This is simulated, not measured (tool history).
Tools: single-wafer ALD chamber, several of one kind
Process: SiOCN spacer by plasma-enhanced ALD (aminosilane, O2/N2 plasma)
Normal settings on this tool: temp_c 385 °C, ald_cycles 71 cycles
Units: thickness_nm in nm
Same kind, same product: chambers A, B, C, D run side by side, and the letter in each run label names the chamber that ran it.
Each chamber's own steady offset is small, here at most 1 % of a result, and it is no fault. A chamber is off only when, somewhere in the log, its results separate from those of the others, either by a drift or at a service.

run   hour  temp_c  ald_cycles  read-back reference wafer on the same gauge, thickness_nm  thickness_nm
 1A    7.9     385          71                                                     4.9343        4.2392
 2C   19.6     385          71                                                     4.9366        4.2817
 3D   28.2     385          71                                                     4.9464        4.2684
 4B   35.0     385          71                                                     4.9347        4.3012
 5A   41.2     385          71                                                     4.9303        4.2451
 6C   50.7     385          71                                                     4.9477        4.2346
 7B   59.5     385          71                                                     4.9358        4.3596
 8D   66.5     385          71                                                     4.9373        4.2746
 9C   79.6     385          71                                                     4.9444        4.2617
10D   87.8     385          71                                                     4.9449        4.3184
11A   99.5     385          71                                                     4.9400        4.2869
12B  105.6     385          71                                                     4.9431        4.3227
13D  118.7     385          71                                                     4.9387        4.3202
14A  128.9     385          71                                                     4.9408        4.3444
15C  140.9     385          71                                                     4.9402        4.2635
16B  153.4     385          71                                                     4.9419        4.3525
17C  162.8     385          71                                                     4.9440        4.2728
18D  173.4     385          65                                                     4.9393        3.9564
19B  185.5     385          65                                                     4.9410        3.9707
20A  195.4     385          65                                                     4.9319        3.9109
21C  205.0     385          65                                                     4.9397        3.9375
22A  218.3     385          71                                                     4.9450        4.2748
23D  229.4     385          71                                                     4.9460        4.2538
24B  242.2     385          76                                                     4.9407        4.6926
25A  252.7     385          76                                                     4.9354        4.6261

Is one chamber off against the others, does the gauge drift, or is nothing wrong? If a chamber is off, say which, and what the likeliest cause is.

Nothing is wrong: each chamber keeps only its own small, steady offset and the gauge holds still.

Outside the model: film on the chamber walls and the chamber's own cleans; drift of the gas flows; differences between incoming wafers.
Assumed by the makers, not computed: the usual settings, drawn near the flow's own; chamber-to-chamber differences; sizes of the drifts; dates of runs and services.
